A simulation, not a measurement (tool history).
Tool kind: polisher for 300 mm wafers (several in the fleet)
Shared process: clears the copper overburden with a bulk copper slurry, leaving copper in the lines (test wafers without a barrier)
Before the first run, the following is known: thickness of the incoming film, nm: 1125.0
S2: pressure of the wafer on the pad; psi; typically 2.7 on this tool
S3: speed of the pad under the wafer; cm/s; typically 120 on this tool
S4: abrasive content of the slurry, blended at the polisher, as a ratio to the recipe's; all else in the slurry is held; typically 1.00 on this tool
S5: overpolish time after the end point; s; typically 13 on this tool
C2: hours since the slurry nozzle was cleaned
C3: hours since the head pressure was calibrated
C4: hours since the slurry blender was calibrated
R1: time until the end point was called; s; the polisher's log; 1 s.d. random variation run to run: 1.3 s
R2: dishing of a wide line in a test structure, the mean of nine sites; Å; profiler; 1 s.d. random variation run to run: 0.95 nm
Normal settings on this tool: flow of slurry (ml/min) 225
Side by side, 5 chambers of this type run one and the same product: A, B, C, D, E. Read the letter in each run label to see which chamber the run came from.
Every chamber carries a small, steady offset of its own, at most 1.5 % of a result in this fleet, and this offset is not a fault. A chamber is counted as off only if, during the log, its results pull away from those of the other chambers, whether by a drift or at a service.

At hour 2.9: chamber D: worn pad replaced by a new one.
Run 1B, hour 7.5: usual settings; wafers polished on this pad 705; C2 353.4; C3 654.1; C4 77.6. Result: R1 112.850 s, R2 706.68 Å.
Run 2A, hour 14.0: usual settings; wafers polished on this pad 561; C2 900.1; C3 753.0; C4 156.5. Result: R1 115.790 s, R2 686.94 Å.
Run 3C, hour 25.0: usual settings; wafers polished on this pad 963; C2 605.8; C3 140.5; C4 134.7. Result: R1 114.350 s, R2 697.88 Å.
Run 4D, hour 35.6: usual settings; wafers polished on this pad 321; C2 374.3; C3 1053.6; C4 190.5. Result: R1 114.190 s, R2 695.87 Å.
At hour 43.1: chamber B: slurry blender recalibrated.
Run 5E, hour 45.4: usual settings but S2 2.0 psi, S5 8 s; wafers polished on this pad 761; C2 378.7; C3 681.3; C4 90.1. Result: R1 150.310 s, R2 377.85 Å.
At hour 46.1: chamber B: head pressure recalibrated.
At hour 47.1: chamber B: worn pad replaced by a new one.
Run 6A, hour 51.3: usual settings but S2 2.0 psi, S5 8 s; wafers polished on this pad 927; C2 937.4; C3 790.3; C4 193.8. Result: R1 154.310 s, R2 383.40 Å.
At hour 56.6: chamber B: slurry nozzle cleaned.
At hour 57.1: chamber E: slurry blender recalibrated.
At hour 58.7: chamber E: slurry nozzle cleaned.
At hour 59.1: chamber E: worn pad replaced by a new one.
Run 7D, hour 63.2: usual settings but S2 2.0 psi, S5 8 s; wafers polished on this pad 592; C2 401.9; C3 1081.2; C4 218.1. Result: R1 151.500 s, R2 383.98 Å.
At hour 65.4: chamber A: head pressure recalibrated.
Run 8E, hour 70.6: usual settings but S2 2.0 psi, S5 8 s; wafers polished on this pad 113; C2 12.0; C3 706.5; C4 13.6. Result: R1 148.600 s, R2 384.09 Å.
At hour 74.5: chamber C: worn pad replaced by a new one.
At hour 77.6: chamber D: slurry nozzle cleaned.
Run 9C, hour 80.5: usual settings but S2 2.0 psi, S5 8 s; wafers polished on this pad 59; C2 661.3; C3 196.0; C4 190.2. Result: R1 156.060 s, R2 376.35 Å.
At hour 81.4: chamber D: worn pad replaced by a new one.
At hour 85.1: chamber A: slurry nozzle cleaned.
Run 10B, hour 90.7: usual settings; wafers polished on this pad 428; C2 34.1; C3 44.6; C4 47.6. Result: R1 114.360 s, R2 709.28 Å.
At hour 91.7: chamber A: worn pad replaced by a new one.
Run 11A, hour 99.3: usual settings; wafers polished on this pad 75; C2 14.2; C3 34.0; C4 241.8. Result: R1 114.710 s, R2 709.46 Å.
Run 12B, hour 107.2: usual settings but S2 3.4 psi, S4 0.75; wafers polished on this pad 589; C2 50.6; C3 61.1; C4 64.1. Result: R1 97.045 s, R2 837.24 Å.
At hour 113.6: chamber A: slurry blender recalibrated.
Run 13C, hour 119.3: usual settings but S2 3.4 psi, S4 0.75; wafers polished on this pad 440; C2 700.1; C3 234.8; C4 229.0. Result: R1 96.747 s, R2 831.96 Å.
Run 14D, hour 127.8: usual settings but S2 3.4 psi, S4 0.75; wafers polished on this pad 455; C2 50.3; C3 1145.8; C4 282.7. Result: R1 97.633 s, R2 819.43 Å.
At hour 133.8: chamber B: slurry blender recalibrated.
Run 15E, hour 133.8: usual settings but S2 3.4 psi, S4 0.75; wafers polished on this pad 733; C2 75.2; C3 769.7; C4 76.8. Result: R1 96.132 s, R2 820.25 Å.
Run 16D, hour 142.5: usual settings but S2 3.4 psi, S4 0.75; wafers polished on this pad 599; C2 65.0; C3 1160.5; C4 297.4. Result: R1 94.483 s, R2 809.34 Å.
At hour 143.9: chamber B: worn pad replaced by a new one.
At hour 146.0: chamber C: slurry nozzle cleaned.
At hour 146.6: chamber E: worn pad replaced by a new one.
At hour 151.8: chamber D: worn pad replaced by a new one.
At hour 154.4: chamber C: slurry blender recalibrated.
Run 17C, hour 155.2: usual settings; wafers polished on this pad 792; C2 9.3; C3 270.7; C4 0.9. Result: R1 113.200 s, R2 703.15 Å.
At hour 163.2: chamber E: slurry blender recalibrated.
Run 18E, hour 165.3: usual settings; wafers polished on this pad 184; C2 106.7; C3 801.2; C4 2.2. Result: R1 114.040 s, R2 700.87 Å.
Run 19B, hour 174.1: usual settings; wafers polished on this pad 296; C2 117.5; C3 128.0; C4 40.4. Result: R1 113.710 s, R2 706.33 Å.
Run 20A, hour 180.9: usual settings but S3 80 cm/s; wafers polished on this pad 875; C2 95.8; C3 115.6; C4 67.3. Result: R1 171.290 s, R2 528.03 Å.
Run 21C, hour 190.0: usual settings but S3 80 cm/s; wafers polished on this pad 1133; C2 44.1; C3 305.5; C4 35.7. Result: R1 172.320 s, R2 529.13 Å.
Run 22B, hour 201.4: usual settings but S3 80 cm/s; wafers polished on this pad 564; C2 144.8; C3 155.3; C4 67.7. Result: R1 170.900 s, R2 529.28 Å.
At hour 206.6: chamber C: worn pad replaced by a new one.
Run 23D, hour 207.9: usual settings but S3 80 cm/s; wafers polished on this pad 551; C2 130.4; C3 1225.9; C4 362.8. Result: R1 171.790 s, R2 523.44 Å.
Run 24A, hour 216.8: usual settings but S3 80 cm/s; wafers polished on this pad 1227; C2 131.7; C3 151.5; C4 103.2. Result: R1 171.150 s, R2 512.24 Å.
At hour 218.8: chamber A: worn pad replaced by a new one.
At hour 224.1: chamber D: worn pad replaced by a new one.
Run 25E, hour 225.3: usual settings; wafers polished on this pad 772; C2 166.7; C3 861.2; C4 62.2. Result: R1 112.250 s, R2 707.67 Å.
At hour 236.5: chamber E: worn pad replaced by a new one.
Run 26E, hour 238.4: usual settings; wafers polished on this pad 18; C2 179.8; C3 874.3; C4 75.3. Result: R1 112.490 s, R2 696.55 Å.
Run 27A, hour 244.9: usual settings; wafers polished on this pad 256; C2 159.8; C3 179.6; C4 131.3. Result: R1 116.180 s, R2 698.58 Å.
At hour 246.6: chamber B: slurry blender recalibrated.
Run 28B, hour 251.6: usual settings; wafers polished on this pad 1057; C2 195.0; C3 205.5; C4 5.0. Result: R1 111.790 s, R2 726.55 Å.
Run 29C, hour 259.1: usual settings but flow of slurry (ml/min) 160, S2 2.4 psi; wafers polished on this pad 514; C2 113.2; C3 374.6; C4 104.8. Result: R1 134.740 s, R2 622.68 Å.
Run 30D, hour 271.0: usual settings but flow of slurry (ml/min) 160, S2 2.4 psi; wafers polished on this pad 460; C2 193.5; C3 1289.0; C4 425.9. Result: R1 136.070 s, R2 622.11 Å.

Next, every chamber runs the same settings. What will each give?
Run 31A, hour 280.4: usual settings but S2 2.2 psi. Result: R1 ?, R2 ?.
Run 31B, hour 280.4: usual settings but S2 2.2 psi. Result: R1 ?, R2 ?.
Run 31C, hour 280.4: usual settings but S2 2.2 psi. Result: R1 ?, R2 ?.
Run 31D, hour 280.4: usual settings but S2 2.2 psi. Result: R1 ?, R2 ?.
Run 31E, hour 280.4: usual settings but S2 2.2 psi. Result: R1 ?, R2 ?.

run       R1      R2
31A  140.160  620.07
31B  138.990  611.76
31C  143.930  600.05
31D  140.260  609.44
31E  138.560  607.05
